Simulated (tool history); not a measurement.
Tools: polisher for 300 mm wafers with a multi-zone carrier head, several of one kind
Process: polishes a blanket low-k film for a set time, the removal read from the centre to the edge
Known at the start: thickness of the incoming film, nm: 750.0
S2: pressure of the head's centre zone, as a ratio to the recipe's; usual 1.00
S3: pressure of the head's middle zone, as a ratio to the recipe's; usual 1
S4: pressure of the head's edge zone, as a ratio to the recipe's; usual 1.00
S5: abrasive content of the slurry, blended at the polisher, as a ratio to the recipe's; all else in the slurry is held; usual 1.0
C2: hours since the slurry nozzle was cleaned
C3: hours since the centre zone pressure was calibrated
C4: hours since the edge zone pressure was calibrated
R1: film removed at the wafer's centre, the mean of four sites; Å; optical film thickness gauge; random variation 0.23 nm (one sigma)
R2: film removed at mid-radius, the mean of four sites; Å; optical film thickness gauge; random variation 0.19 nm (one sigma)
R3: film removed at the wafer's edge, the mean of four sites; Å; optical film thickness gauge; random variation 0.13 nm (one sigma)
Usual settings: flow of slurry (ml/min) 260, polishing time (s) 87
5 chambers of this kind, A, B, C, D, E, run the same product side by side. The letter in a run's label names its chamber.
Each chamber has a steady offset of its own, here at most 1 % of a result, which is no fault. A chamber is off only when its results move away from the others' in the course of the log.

At hour 5.2: chamber D: worn pad replaced by a new one.
Run 1B, hour 5.9: usual settings; wafers polished on this pad 385; C2 189.4; C3 194.2; C4 136.2. Result: R1 176.32 Å, R2 172.60 Å, R3 175.59 Å.
Run 2D, hour 12.0: usual settings; wafers polished on this pad 62; C2 71.9; C3 557.1; C4 450.4. Result: R1 174.58 Å, R2 177.05 Å, R3 178.12 Å.
At hour 14.7: chamber C: worn pad replaced by a new one.
Run 3E, hour 15.7: usual settings; wafers polished on this pad 446; C2 305.5; C3 540.3; C4 572.1. Result: R1 174.52 Å, R2 178.12 Å, R3 177.19 Å.
Run 4C, hour 20.8: usual settings; wafers polished on this pad 55; C2 245.8; C3 284.9; C4 231.6. Result: R1 176.19 Å, R2 172.40 Å, R3 175.12 Å.
Run 5A, hour 26.6: usual settings; wafers polished on this pad 1040; C2 246.8; C3 262.1; C4 697.0. Result: R1 176.01 Å, R2 171.25 Å, R3 173.88 Å.
Run 6E, hour 30.7: usual settings; wafers polished on this pad 583; C2 320.5; C3 555.3; C4 587.1. Result: R1 176.27 Å, R2 174.68 Å, R3 174.87 Å.
Run 7A, hour 34.4: usual settings; wafers polished on this pad 1112; C2 254.6; C3 269.9; C4 704.8. Result: R1 177.34 Å, R2 175.09 Å, R3 173.51 Å.
Run 8C, hour 39.7: usual settings; wafers polished on this pad 228; C2 264.7; C3 303.8; C4 250.5. Result: R1 171.59 Å, R2 171.14 Å, R3 173.30 Å.
Run 9B, hour 43.0: usual settings; wafers polished on this pad 725; C2 226.5; C3 231.3; C4 173.3. Result: R1 170.81 Å, R2 174.15 Å, R3 175.94 Å.
Run 10D, hour 47.3: usual settings but flow of slurry (ml/min) 215, S2 1.11; wafers polished on this pad 384; C2 107.2; C3 592.4; C4 485.7. Result: R1 193.40 Å, R2 167.66 Å, R3 172.91 Å.
Run 11A, hour 51.7: usual settings but flow of slurry (ml/min) 215, S2 1.11; wafers polished on this pad 1270; C2 271.9; C3 287.2; C4 722.1. Result: R1 187.96 Å, R2 169.48 Å, R3 171.35 Å.
Run 12E, hour 56.2: usual settings but flow of slurry (ml/min) 215, S2 1.11; wafers polished on this pad 817; C2 346.0; C3 580.8; C4 612.6. Result: R1 195.27 Å, R2 173.75 Å, R3 173.71 Å.
At hour 59.0: chamber A: worn pad replaced by a new one.
Run 13B, hour 62.0: usual settings but flow of slurry (ml/min) 215, S2 1.11; wafers polished on this pad 898; C2 245.5; C3 250.3; C4 192.3. Result: R1 188.96 Å, R2 170.45 Å, R3 173.96 Å.
At hour 65.6: chamber A: edge zone pressure recalibrated.
Run 14C, hour 66.4: usual settings but flow of slurry (ml/min) 215, S2 1.11; wafers polished on this pad 472; C2 291.4; C3 330.5; C4 277.2. Result: R1 187.47 Å, R2 171.96 Å, R3 171.20 Å.
Run 15D, hour 71.4: usual settings; wafers polished on this pad 605; C2 131.3; C3 616.5; C4 509.8. Result: R1 175.83 Å, R2 171.85 Å, R3 177.34 Å.
Run 16C, hour 78.0: usual settings; wafers polished on this pad 578; C2 303.0; C3 342.1; C4 288.8. Result: R1 172.58 Å, R2 175.60 Å, R3 175.01 Å.
At hour 81.3: chamber D: worn pad replaced by a new one.
Run 17B, hour 83.3: usual settings; wafers polished on this pad 1093; C2 266.8; C3 271.6; C4 213.6. Result: R1 170.48 Å, R2 175.33 Å, R3 175.47 Å.
Run 18E, hour 86.7: usual settings; wafers polished on this pad 1095; C2 376.5; C3 611.3; C4 643.1. Result: R1 176.36 Å, R2 173.40 Å, R3 177.34 Å.
At hour 91.6: chamber B: worn pad replaced by a new one.
Run 19A, hour 92.1: usual settings; wafers polished on this pad 302; C2 312.3; C3 327.6; C4 26.5. Result: R1 178.62 Å, R2 172.78 Å, R3 173.42 Å.
Run 20D, hour 95.5: usual settings but S5 1.2; wafers polished on this pad 130; C2 155.4; C3 640.6; C4 533.9. Result: R1 189.63 Å, R2 188.91 Å, R3 191.19 Å.
Run 21D, hour 101.6: usual settings but S5 1.2; wafers polished on this pad 186; C2 161.5; C3 646.7; C4 540.0. Result: R1 189.74 Å, R2 189.43 Å, R3 192.89 Å.
Run 22E, hour 104.4: usual settings but S5 1.2; wafers polished on this pad 1257; C2 394.2; C3 629.0; C4 660.8. Result: R1 189.96 Å, R2 188.98 Å, R3 189.50 Å.
At hour 105.5: chamber E: worn pad replaced by a new one.
Run 23C, hour 109.4: usual settings but S5 1.2; wafers polished on this pad 865; C2 334.4; C3 373.5; C4 320.2. Result: R1 187.04 Å, R2 185.70 Å, R3 186.36 Å.
Run 24B, hour 112.6: usual settings but S5 1.2; wafers polished on this pad 192; C2 296.1; C3 300.9; C4 242.9. Result: R1 183.37 Å, R2 189.05 Å, R3 190.99 Å.
Run 25A, hour 115.7: usual settings; wafers polished on this pad 518; C2 335.9; C3 351.2; C4 50.1. Result: R1 176.22 Å, R2 172.63 Å, R3 175.57 Å.
Run 26D, hour 121.5: usual settings; wafers polished on this pad 368; C2 181.4; C3 666.6; C4 559.9. Result: R1 175.83 Å, R2 172.84 Å, R3 175.96 Å.
Run 27B, hour 126.5: usual settings; wafers polished on this pad 319; C2 310.0; C3 314.8; C4 256.8. Result: R1 166.08 Å, R2 177.79 Å, R3 174.86 Å.
At hour 127.7: chamber C: slurry nozzle cleaned.
Run 28C, hour 130.1: usual settings; wafers polished on this pad 1054; C2 2.5; C3 394.2; C4 340.9. Result: R1 174.93 Å, R2 178.98 Å, R3 175.73 Å.
Run 29E, hour 135.1: usual settings; wafers polished on this pad 270; C2 424.9; C3 659.7; C4 691.5. Result: R1 175.87 Å, R2 172.17 Å, R3 173.43 Å.
At hour 137.1: chamber C: worn pad replaced by a new one.
Run 30A, hour 139.3: usual settings; wafers polished on this pad 734; C2 359.5; C3 374.8; C4 73.7. Result: R1 168.32 Å, R2 173.98 Å, R3 171.99 Å.
Run 31B, hour 145.8: usual settings; wafers polished on this pad 495; C2 329.3; C3 334.1; C4 276.1. Result: R1 160.20 Å, R2 170.06 Å, R3 173.06 Å.
At hour 151.7: chamber D: worn pad replaced by a new one.
Run 32A, hour 152.4: usual settings but S4 1.07, S5 1.1; wafers polished on this pad 853; C2 372.6; C3 387.9; C4 86.8. Result: R1 181.57 Å, R2 183.19 Å, R3 188.19 Å.
At hour 156.9: chamber E: slurry nozzle cleaned.
Run 33E, hour 158.8: usual settings but S4 1.07, S5 1.1; wafers polished on this pad 487; C2 2.0; C3 683.4; C4 715.2. Result: R1 183.19 Å, R2 179.43 Å, R3 190.88 Å.
Run 34C, hour 163.9: usual settings but S4 1.07, S5 1.1; wafers polished on this pad 245; C2 36.3; C3 428.0; C4 374.7. Result: R1 179.95 Å, R2 183.39 Å, R3 189.78 Å.
Run 35D, hour 169.2: usual settings but S4 1.07, S5 1.1; wafers polished on this pad 160; C2 229.1; C3 714.3; C4 607.6. Result: R1 185.52 Å, R2 183.86 Å, R3 191.02 Å.
Run 36E, hour 175.6: usual settings but S4 1.07, S5 1.1; wafers polished on this pad 640; C2 18.8; C3 700.2; C4 732.0. Result: R1 178.43 Å, R2 182.56 Å, R3 190.16 Å.
Run 37B, hour 179.6: usual settings; wafers polished on this pad 804; C2 363.1; C3 367.9; C4 309.9. Result: R1 157.71 Å, R2 170.47 Å, R3 177.72 Å.
Run 38D, hour 186.0: usual settings; wafers polished on this pad 314; C2 245.9; C3 731.1; C4 624.4. Result: R1 172.66 Å, R2 174.68 Å, R3 173.75 Å.

Is one chamber off against the others, does the gauge drift, or is nothing wrong? If a chamber is off, say which, and what the likeliest cause is.

Chamber B drifts away from the others.
Cause: centre zone's pressure below its setpoint, % = 9.19.

Here are 4 candidates for chamber B's next run, each the usual settings with a change, their results left as question marks. Which one brings its results back in line with what the others give on the usual settings?
In line means no further than this from the other chambers' mean on the usual settings: R1 8.10 Å; R2 6.70 Å; R3 4.70 Å
Run 39B-1, hour 190.7: usual settings but flow of slurry (ml/min) 270, S2 1.16, S3 0.96, S4 0.95, polishing time (s) 89. Result: R1 ?, R2 ?, R3 ?.
Run 39B-2, hour 190.7: usual settings but flow of slurry (ml/min) 250, S2 0.86, S3 1.03, S4 1.05, polishing time (s) 86. Result: R1 ?, R2 ?, R3 ?.
Run 39B-3, hour 190.7: usual settings but flow of slurry (ml/min) 255, S2 0.92, S3 1.02, S4 1.03, polishing time (s) 86. Result: R1 ?, R2 ?, R3 ?.
Run 39B-4, hour 190.7: usual settings but flow of slurry (ml/min) 265, S2 1.08, S3 0.98, S4 0.97, polishing time (s) 88. Result: R1 ?, R2 ?, R3 ?.

The other chambers' mean on the usual settings: R1 174.55 Å; R2 174.26 Å; R3 175.51 Å
  run      R1      R2      R3
39B-1  189.79  172.41  177.08
39B-2  130.70  176.47  179.13
39B-3  141.26  175.24  177.61
39B-4  173.24  173.45  176.69
39B-4 brings the chamber back in line.

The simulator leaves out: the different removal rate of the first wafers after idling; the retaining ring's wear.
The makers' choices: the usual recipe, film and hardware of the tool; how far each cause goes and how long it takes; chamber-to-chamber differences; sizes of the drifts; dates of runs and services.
